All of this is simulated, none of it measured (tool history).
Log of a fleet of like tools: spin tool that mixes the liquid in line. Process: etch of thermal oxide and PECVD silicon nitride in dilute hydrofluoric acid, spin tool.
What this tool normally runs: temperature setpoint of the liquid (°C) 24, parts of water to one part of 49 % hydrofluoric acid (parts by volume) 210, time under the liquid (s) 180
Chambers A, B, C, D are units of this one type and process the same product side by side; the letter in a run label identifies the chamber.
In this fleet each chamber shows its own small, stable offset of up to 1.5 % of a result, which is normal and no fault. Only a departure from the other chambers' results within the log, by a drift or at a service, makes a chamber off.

| run | hour | temperature setpoint of the liquid (°C) | parts of water to one part of 49 % hydrofluoric acid (parts by volume) | time under the liquid (s) | read-back film thickness of the thermal oxide reference wafer, read on the same gauge (nm) | read-back film thickness of the PECVD silicon nitride reference wafer, read on the same gauge (nm) | thickness taken off the thermal oxide on a monitor wafer (Å) | thickness taken off the PECVD silicon nitride on a monitor wafer (Å) |
|---|---|---|---|---|---|---|---|---|
| 1D | 4.3 | 24 | 210 | 180 | 110.03 | 60.02 | 39.894 | 49.968 |
| 2C | 9.8 | 24 | 210 | 180 | 109.99 | 60.006 | 39.564 | 49.132 |
| 3B | 14.2 | 24 | 210 | 180 | 110.05 | 59.995 | 40.308 | 50.018 |
| 4A | 19.7 | 24 | 210 | 180 | 110.02 | 59.982 | 39.378 | 48.912 |
| 5D | 27.3 | 19.5 | 210 | 255 | 110.04 | 59.987 | 47.595 | 52.757 |
| 6C | 32.3 | 19.5 | 210 | 255 | 109.99 | 59.984 | 47.303 | 53.02 |
| 7B | 40.3 | 19.5 | 210 | 255 | 109.99 | 60.01 | 48.135 | 51.559 |
| 8A | 45.3 | 19.5 | 210 | 255 | 110.02 | 59.987 | 46.739 | 52.098 |
| 9B | 51 | 27.5 | 210 | 280 | 110.01 | 59.994 | 70.829 | 95.506 |
| 10C | 57.1 | 27.5 | 210 | 280 | 110 | 59.997 | 70.343 | 95.164 |
| 11D | 62 | 27.5 | 210 | 280 | 110 | 59.963 | 69.667 | 96.752 |
| 12A | 65.9 | 27.5 | 210 | 280 | 109.99 | 60.014 | 69.095 | 94.621 |
|  | 69 | chamber D: thermometer replaced |
| 13C | 73.7 | 24 | 210 | 180 | 109.96 | 59.986 | 39.404 | 48.76 |
| 14A | 81.1 | 26 | 210 | 110 | 110.02 | 59.998 | 26.056 | 34.594 |
| 15B | 87.7 | 26 | 210 | 110 | 110.04 | 59.995 | 26.545 | 34.67 |
| 16D | 95.5 | 26 | 210 | 110 | 110.01 | 60.009 | 25.932 | 33.975 |
| 17C | 99.3 | 26 | 210 | 110 | 110.02 | 60.006 | 25.982 | 33.609 |
| 18B | 103.8 | 24 | 210 | 225 | 109.96 | 60.011 | 50.217 | 61.986 |
| 19D | 109.3 | 24 | 210 | 225 | 109.98 | 59.96 | 49.582 | 61.573 |
| 20A | 116.9 | 24 | 210 | 225 | 109.99 | 60.012 | 49.244 | 62.192 |
| 21B | 122.3 | 24 | 210 | 225 | 110.04 | 60.029 | 50.106 | 60.746 |
|  | 124.6 | chamber C: hydrofluoric acid flow meter replaced |
| 22D | 129.6 | 24 | 210 | 180 | 110.03 | 59.99 | 39.663 | 49.63 |
| 23A | 137.3 | 24 | 210 | 180 | 109.99 | 60.006 | 39.558 | 49.812 |
| 24C | 143.2 | 24 | 210 | 180 | 110.01 | 59.994 | 39.898 | 49.388 |
| 25B | 147.1 | 24 | 210 | 180 | 110 | 59.993 | 40.287 | 49.17 |
| 26D | 153 | 24 | 210 | 180 | 110.01 | 60.029 | 39.619 | 49.364 |
| 27A | 158 | 24 | 210 | 180 | 110.02 | 60.011 | 39.45 | 48.329 |

All 4 chambers run these settings next. Forecast each chamber's results:
| 28A | 163.9 | 24 | 210 | 270 |  |  | ? | ? |
| 28B | 163.9 | 24 | 210 | 270 |  |  | ? | ? |
| 28C | 163.9 | 24 | 210 | 270 |  |  | ? | ? |
| 28D | 163.9 | 24 | 210 | 270 |  |  | ? | ? |

| run | thickness taken off the thermal oxide on a monitor wafer (Å) | thickness taken off the PECVD silicon nitride on a monitor wafer (Å) |
|---|---|---|
| 28A | 58.884 | 73.699 |
| 28B | 60.156 | 74.258 |
| 28C | 59.857 | 74.257 |
| 28D | 60.084 | 73.993 |
